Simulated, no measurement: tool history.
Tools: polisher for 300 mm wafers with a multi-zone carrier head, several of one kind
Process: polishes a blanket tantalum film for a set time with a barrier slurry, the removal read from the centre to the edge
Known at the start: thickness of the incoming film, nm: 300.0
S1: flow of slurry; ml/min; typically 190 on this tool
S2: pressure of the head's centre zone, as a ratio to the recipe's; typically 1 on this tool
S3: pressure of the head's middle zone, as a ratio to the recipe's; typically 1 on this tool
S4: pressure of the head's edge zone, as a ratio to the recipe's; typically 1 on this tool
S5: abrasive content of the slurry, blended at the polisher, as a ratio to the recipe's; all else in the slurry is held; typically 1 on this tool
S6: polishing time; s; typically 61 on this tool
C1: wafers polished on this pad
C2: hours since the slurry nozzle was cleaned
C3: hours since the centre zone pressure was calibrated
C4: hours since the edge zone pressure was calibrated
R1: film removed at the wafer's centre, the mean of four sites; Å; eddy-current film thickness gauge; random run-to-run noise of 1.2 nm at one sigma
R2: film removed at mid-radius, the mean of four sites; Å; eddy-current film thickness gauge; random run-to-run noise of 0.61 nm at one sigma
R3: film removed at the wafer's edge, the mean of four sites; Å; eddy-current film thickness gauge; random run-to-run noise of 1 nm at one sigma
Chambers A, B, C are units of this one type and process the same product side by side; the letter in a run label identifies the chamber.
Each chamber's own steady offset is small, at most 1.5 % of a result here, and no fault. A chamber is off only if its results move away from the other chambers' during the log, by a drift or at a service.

Run 1B, hour 11.7: usual settings; C1 576; C2 294.5; C3 49.5; C4 580.6. Result: R1 849.76 Å, R2 874.1 Å, R3 873.41 Å.
Run 2C, hour 19: usual settings; C1 272; C2 500.3; C3 62.4; C4 534.1. Result: R1 890.71 Å, R2 867.3 Å, R3 855.13 Å.
Run 3A, hour 27.3: usual settings; C1 798; C2 224.8; C3 379.8; C4 1080.4. Result: R1 877.03 Å, R2 868.26 Å, R3 859.28 Å.
Run 4A, hour 34.8: usual settings; C1 906; C2 232.3; C3 387.3; C4 1087.9. Result: R1 869.92 Å, R2 857.12 Å, R3 865.47 Å.
Run 5B, hour 42.7: usual settings but S4 1.06; C1 1021; C2 325.5; C3 80.5; C4 611.6. Result: R1 885.34 Å, R2 867.62 Å, R3 886.77 Å.
Run 6C, hour 49.7: usual settings but S4 1.06; C1 712; C2 531; C3 93.1; C4 564.8. Result: R1 862.24 Å, R2 870.19 Å, R3 888.52 Å.
At hour 54.9: chamber A: worn pad replaced by a new one.
Run 7C, hour 55.2: usual settings but S4 1.06; C1 791; C2 536.5; C3 98.6; C4 570.3. Result: R1 854.88 Å, R2 873.31 Å, R3 889.73 Å.
Run 8B, hour 63: usual settings; C1 1312; C2 345.8; C3 100.8; C4 631.9. Result: R1 874.14 Å, R2 873.67 Å, R3 860.53 Å.
At hour 63.8: chamber B: worn pad replaced by a new one.
Run 9A, hour 74.6: usual settings; C1 283; C2 272.1; C3 427.1; C4 1127.7. Result: R1 857.71 Å, R2 856.92 Å, R3 846.01 Å.
At hour 76.6: chamber C: worn pad replaced by a new one.
Run 10C, hour 84.6: usual settings but S1 240 ml/min, S2 1.08; C1 116; C2 565.9; C3 128; C4 599.7. Result: R1 973.5 Å, R2 897.08 Å, R3 902.86 Å.
Run 11B, hour 90.4: usual settings but S1 240 ml/min, S2 1.08; C1 381; C2 373.2; C3 128.2; C4 659.3. Result: R1 1003.3 Å, R2 905.83 Å, R3 879.87 Å.
Run 12A, hour 97.6: usual settings but S1 240 ml/min, S2 1.08; C1 613; C2 295.1; C3 450.1; C4 1150.7. Result: R1 974.13 Å, R2 877.74 Å, R3 875.92 Å.
Run 13A, hour 109: usual settings; C1 776; C2 306.5; C3 461.5; C4 1162.1. Result: R1 871.77 Å, R2 852.71 Å, R3 860.14 Å.
Run 14B, hour 114.5: usual settings; C1 727; C2 397.3; C3 152.3; C4 683.4. Result: R1 871.14 Å, R2 885.06 Å, R3 857.07 Å.
Run 15C, hour 125.7: usual settings; C1 705; C2 607; C3 169.1; C4 640.8. Result: R1 885.29 Å, R2 874.19 Å, R3 869.91 Å.
Run 16A, hour 137.2: usual settings but S1 210 ml/min, S2 0.91; C1 1181; C2 334.7; C3 489.7; C4 1190.3. Result: R1 798.98 Å, R2 861.96 Å, R3 833.63 Å.
At hour 139.5: chamber C: worn pad replaced by a new one.
Run 17B, hour 147.7: usual settings but S1 210 ml/min, S2 0.91; C1 1203; C2 430.5; C3 185.5; C4 716.6. Result: R1 798.79 Å, R2 893.09 Å, R3 883.05 Å.
At hour 149.3: chamber A: worn pad replaced by a new one.
Run 18C, hour 157: usual settings but S1 210 ml/min, S2 0.91; C1 251; C2 638.3; C3 200.4; C4 672.1. Result: R1 787.74 Å, R2 875.56 Å, R3 887.54 Å.
At hour 157.5: chamber B: worn pad replaced by a new one.
Run 19B, hour 167: usual settings; C1 137; C2 449.8; C3 204.8; C4 735.9. Result: R1 885.62 Å, R2 882.66 Å, R3 871.63 Å.
Run 20C, hour 175.2: usual settings; C1 512; C2 656.5; C3 218.6; C4 690.3. Result: R1 876.11 Å, R2 874.26 Å, R3 853.29 Å.
Run 21A, hour 186: usual settings; C1 526; C2 383.5; C3 538.5; C4 1239.1. Result: R1 823.92 Å, R2 820.95 Å, R3 845.51 Å.
At hour 191.2: chamber B: slurry nozzle cleaned.
Run 22C, hour 193.9: usual settings; C1 780; C2 675.2; C3 237.3; C4 709. Result: R1 886.27 Å, R2 867.06 Å, R3 870.89 Å.
Run 23A, hour 205.4: usual settings but S3 0.92, S4 1.1; C1 804; C2 402.9; C3 557.9; C4 1258.5. Result: R1 801.09 Å, R2 759.42 Å, R3 851.65 Å.
At hour 214.9: chamber C: worn pad replaced by a new one.
Run 24B, hour 216.1: usual settings but S3 0.92, S4 1.1; C1 841; C2 25; C3 253.9; C4 785. Result: R1 883.87 Å, R2 811.98 Å, R3 923.32 Å.
Run 25A, hour 224.7: usual settings but S3 0.92, S4 1.1; C1 1081; C2 422.2; C3 577.2; C4 1277.8. Result: R1 788.63 Å, R2 750.95 Å, R3 859.38 Å.
Run 26B, hour 235.1: usual settings; C1 1113; C2 44; C3 272.9; C4 804. Result: R1 885.26 Å, R2 883.67 Å, R3 862.09 Å.
Run 27C, hour 242.3: usual settings but S3 1.07, S5 0.85; C1 393; C2 723.6; C3 285.7; C4 757.4. Result: R1 820.52 Å, R2 884.31 Å, R3 829.42 Å.

Which is it: a chamber that has drifted or been left off by a service, a gauge drift common to all chambers, or only each chamber's usual small offset? If a chamber is off, name it and its likeliest cause.

Chamber A drifts away from the others.
Likeliest cause: slurry flow missing at the pad, % = 37.7.

Here are 4 candidates for chamber A's next run, each the usual settings with a change, their results left as question marks. Which one brings its results back in line with what the others give on the usual settings?
In line here means within this much of the mean the other chambers give on the usual settings: R1 41 Å; R2 22 Å; R3 35 Å
Run 28A-1, hour 251: usual settings but S1 205 ml/min, S2 1.03, S3 1.03, S4 0.97, S5 1.05, S6 69 s. Result: R1 ?, R2 ?, R3 ?.
Run 28A-2, hour 251: usual settings but S1 195 ml/min, S2 1.02, S3 1.02, S4 0.99, S6 65 s. Result: R1 ?, R2 ?, R3 ?.
Run 28A-3, hour 251: usual settings but S1 180 ml/min, S2 0.97, S3 0.97, S4 1.02, S5 0.95, S6 54 s. Result: R1 ?, R2 ?, R3 ?.
Run 28A-4, hour 251: usual settings but S1 185 ml/min, S2 0.98, S3 0.98, S4 1.01, S6 57 s. Result: R1 ?, R2 ?, R3 ?.

On the usual settings, the other chambers give on average: R1 871.77 Å; R2 873.41 Å; R3 864.98 Å
  run      R1      R2      R3
28A-1  953.05  953.34  918.81
28A-2  865.14   868.3  856.31
28A-3  655.56  666.17  703.12
28A-4  715.72  725.15  752.69
28A-2 puts the chamber back in line with the other chambers.
